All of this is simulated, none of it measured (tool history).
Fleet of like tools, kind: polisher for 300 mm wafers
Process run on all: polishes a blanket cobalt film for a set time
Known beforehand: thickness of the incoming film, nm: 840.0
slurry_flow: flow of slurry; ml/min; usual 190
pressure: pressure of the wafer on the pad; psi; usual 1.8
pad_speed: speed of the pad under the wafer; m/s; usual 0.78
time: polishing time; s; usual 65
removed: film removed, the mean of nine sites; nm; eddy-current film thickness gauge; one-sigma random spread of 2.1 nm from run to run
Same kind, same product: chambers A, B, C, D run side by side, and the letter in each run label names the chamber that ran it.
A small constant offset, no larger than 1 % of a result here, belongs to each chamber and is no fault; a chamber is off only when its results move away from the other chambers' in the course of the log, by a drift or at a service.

run	day	slurry_flow	pressure	pad_speed	time	removed
# day 0.117: chamber A: worn pad replaced by a new one
1D	0.204	190	1.8	0.78	65	229.18
2B	0.35	190	1.8	0.78	65	230.11
# day 0.471: chamber D: worn pad replaced by a new one
3A	0.583	190	1.8	0.78	65	228.85
4C	0.788	190	1.8	0.78	65	228.82
5A	0.983	190	1.8	0.78	65	227.91
# day 1.008: chamber C: slurry nozzle cleaned
6B	1.104	190	1.8	0.78	65	225.85
# day 1.183: chamber A: slurry nozzle cleaned
7D	1.254	190	1.8	0.78	65	230.89
# day 1.396: chamber A: worn pad replaced by a new one
8C	1.438	190	1.8	0.78	65	224.85
9D	1.558	190	1.8	0.78	65	230.94
10A	1.7	190	1.8	0.78	65	230.24
11B	1.883	190	1.8	0.78	65	226.84
12C	2.05	190	1.8	0.78	65	226.89
13D	2.183	250	1.8	0.78	80	298
14C	2.425	250	1.8	0.78	80	290.68
15B	2.579	250	1.8	0.78	80	292.43
# day 2.642: chamber A: worn pad replaced by a new one
# day 2.712: chamber C: worn pad replaced by a new one
16A	2.779	250	1.8	0.78	80	292.13
17D	2.938	190	1.8	0.78	65	241.55
# day 3.025: chamber B: worn pad replaced by a new one
18A	3.058	190	1.5	0.78	65	193.41
19C	3.2	190	1.5	0.78	65	192.27
20B	3.321	190	1.5	0.78	65	188.54
21D	3.571	190	1.5	0.78	65	205.47
22A	3.729	190	1.8	0.78	65	229.57
# day 3.862: chamber D: worn pad replaced by a new one
23B	3.883	190	1.8	0.78	65	228.55
# day 3.921: chamber A: worn pad replaced by a new one
24C	4.104	190	1.8	0.78	65	226.98
25C	4.342	190	1.8	0.78	65	227.99
26D	4.55	190	2.1	0.78	44	198.24
27B	4.721	190	2.1	0.78	44	177.48
28A	4.888	190	2.1	0.78	44	177.97

The same settings go to every chamber for the next run, one line per chamber below. Forecast the results for each:
29A	5.067	190	1.2	0.78	65	?
29B	5.067	190	1.2	0.78	65	?
29C	5.067	190	1.2	0.78	65	?
29D	5.067	190	1.2	0.78	65	?

run	removed
29A	151.2
29B	152.59
29C	151.14
29D	171.3
